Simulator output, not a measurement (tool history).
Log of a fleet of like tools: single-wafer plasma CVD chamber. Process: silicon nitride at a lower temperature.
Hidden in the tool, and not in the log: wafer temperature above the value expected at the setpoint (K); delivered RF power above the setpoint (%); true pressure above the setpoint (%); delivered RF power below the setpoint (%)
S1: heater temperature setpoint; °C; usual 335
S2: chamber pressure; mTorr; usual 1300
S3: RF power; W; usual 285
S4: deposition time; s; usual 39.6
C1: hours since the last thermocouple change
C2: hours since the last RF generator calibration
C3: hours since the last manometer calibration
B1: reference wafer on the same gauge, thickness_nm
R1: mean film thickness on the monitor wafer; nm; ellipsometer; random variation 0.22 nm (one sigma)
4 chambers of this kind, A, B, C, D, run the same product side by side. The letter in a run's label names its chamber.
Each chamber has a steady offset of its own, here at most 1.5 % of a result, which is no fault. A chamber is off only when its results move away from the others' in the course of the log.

Run 1D, day 0.125: usual settings; C1 1484.1; C2 158.2; C3 696.2; B1 42.808. Result: R1 42.229 nm.
Run 2B, day 0.275: usual settings; C1 408.4; C2 527.7; C3 2458.9; B1 42.861. Result: R1 41.679 nm.
Run 3A, day 0.362: usual settings; C1 290.8; C2 483.3; C3 257.9; B1 42.817. Result: R1 43.020 nm.
Run 4C, day 0.446: usual settings; C1 1210.8; C2 2036.1; C3 2158.2; B1 42.739. Result: R1 41.994 nm.
Run 5B, day 0.600: usual settings; C1 416.2; C2 535.5; C3 2466.7; B1 42.778. Result: R1 41.939 nm.
Run 6C, day 0.712: usual settings; C1 1217.2; C2 2042.5; C3 2164.6; B1 42.812. Result: R1 42.152 nm.
Run 7A, day 0.879: usual settings; C1 303.2; C2 495.7; C3 270.3; B1 42.777. Result: R1 43.250 nm.
Run 8D, day 1.033: usual settings; C1 1505.9; C2 180.0; C3 718.0; B1 42.767. Result: R1 42.548 nm.
Run 9A, day 1.142: usual settings; C1 309.5; C2 502.0; C3 276.6; B1 42.794. Result: R1 42.734 nm.
Run 10B, day 1.300: usual settings; C1 433.0; C2 552.3; C3 2483.5; B1 42.820. Result: R1 41.928 nm.
Run 11D, day 1.404: usual settings; C1 1514.8; C2 188.9; C3 726.9; B1 42.806. Result: R1 42.526 nm.
Run 12C, day 1.496: usual settings; C1 1236.0; C2 2061.3; C3 2183.4; B1 42.732. Result: R1 42.171 nm.
Run 13A, day 1.596: usual settings; C1 320.4; C2 512.9; C3 287.5; B1 42.833. Result: R1 43.489 nm.
Run 14C, day 1.683: usual settings; C1 1240.5; C2 2065.8; C3 2187.9; B1 42.777. Result: R1 42.039 nm.
Run 15D, day 1.842: usual settings; C1 1525.3; C2 199.4; C3 737.4; B1 42.827. Result: R1 42.813 nm.
Run 16B, day 1.983: usual settings; C1 449.4; C2 568.7; C3 2499.9; B1 42.789. Result: R1 41.881 nm.
Run 17C, day 2.146: usual settings; C1 1251.6; C2 2076.9; C3 2199.0; B1 42.799. Result: R1 42.339 nm.
Run 18B, day 2.242: usual settings; C1 455.6; C2 574.9; C3 2506.1; B1 42.801. Result: R1 42.093 nm.
Run 19D, day 2.346: usual settings; C1 1537.4; C2 211.5; C3 749.5; B1 42.778. Result: R1 42.221 nm.
Run 20A, day 2.425: usual settings but S3 255 W; C1 340.3; C2 532.8; C3 307.4; B1 42.825. Result: R1 39.842 nm.
Run 21A, day 2.504: usual settings but S3 255 W; C1 342.2; C2 534.7; C3 309.3; B1 42.783. Result: R1 39.969 nm.
Run 22D, day 2.604: usual settings but S3 255 W; C1 1543.6; C2 217.7; C3 755.7; B1 42.792. Result: R1 39.057 nm.
Run 23B, day 2.779: usual settings but S3 255 W; C1 468.5; C2 587.8; C3 2519.0; B1 42.811. Result: R1 38.959 nm.
Run 24C, day 2.954: usual settings; C1 1271.0; C2 2096.3; C3 2218.4; B1 42.755. Result: R1 41.848 nm.
Run 25D, day 3.042: usual settings but S1 322 °C, S4 42.2 s; C1 1554.1; C2 228.2; C3 766.2; B1 42.835. Result: R1 45.341 nm.
Run 26B, day 3.158: usual settings but S1 322 °C, S4 42.2 s; C1 477.6; C2 596.9; C3 2528.1; B1 42.837. Result: R1 45.219 nm.
Run 27C, day 3.288: usual settings but S1 322 °C, S4 42.2 s; C1 1279.0; C2 2104.3; C3 2226.4; B1 42.778. Result: R1 44.996 nm.
Run 28A, day 3.404: usual settings but S1 322 °C, S4 42.2 s; C1 363.8; C2 556.3; C3 330.9; B1 42.762. Result: R1 45.809 nm.
Run 29B, day 3.512: usual settings; C1 486.1; C2 605.4; C3 2536.6; B1 42.846. Result: R1 41.887 nm.
Run 30D, day 3.679: usual settings; C1 1569.4; C2 243.5; C3 781.5; B1 42.812. Result: R1 42.365 nm.
Run 31A, day 3.808: usual settings; C1 373.5; C2 566.0; C3 340.6; B1 42.780. Result: R1 43.206 nm.
Run 32C, day 3.929: usual settings; C1 1294.4; C2 2119.7; C3 2241.8; B1 42.773. Result: R1 42.084 nm.
Run 33A, day 4.079: usual settings; C1 380.0; C2 572.5; C3 347.1; B1 42.744. Result: R1 43.205 nm.
Run 34C, day 4.171: usual settings; C1 1300.2; C2 2125.5; C3 2247.6; B1 42.775. Result: R1 42.055 nm.
Run 35B, day 4.329: usual settings; C1 505.7; C2 625.0; C3 2556.2; B1 42.825. Result: R1 42.173 nm.
Run 36D, day 4.404: usual settings; C1 1586.8; C2 260.9; C3 798.9; B1 42.858. Result: R1 42.517 nm.
Run 37A, day 4.571: usual settings; C1 391.8; C2 584.3; C3 358.9; B1 42.794. Result: R1 43.090 nm.
Run 38D, day 4.654: usual settings; C1 1592.8; C2 266.9; C3 804.9; B1 42.824. Result: R1 42.405 nm.
Run 39C, day 4.829: usual settings; C1 1316.0; C2 2141.3; C3 2263.4; B1 42.762. Result: R1 42.264 nm.
Run 40B, day 4.942: usual settings; C1 520.4; C2 639.7; C3 2570.9; B1 42.830. Result: R1 41.793 nm.
Run 41B, day 5.042: usual settings; C1 522.8; C2 642.1; C3 2573.3; B1 42.788. Result: R1 42.068 nm.
Run 42D, day 5.188: usual settings; C1 1605.6; C2 279.7; C3 817.7; B1 42.842. Result: R1 42.319 nm.
Run 43A, day 5.338: usual settings but S2 1590 mTorr, S4 36.9 s; C1 410.2; C2 602.7; C3 377.3; B1 42.806. Result: R1 42.382 nm.
Run 44C, day 5.458: usual settings but S2 1590 mTorr, S4 36.9 s; C1 1331.1; C2 2156.4; C3 2278.5; B1 42.775. Result: R1 41.800 nm.

Is one chamber off against the others, does the gauge drift, or is nothing wrong? If a chamber is off, say which, and what the likeliest cause is.

No chamber stands off beyond its own small offset, and the gauge holds steady.
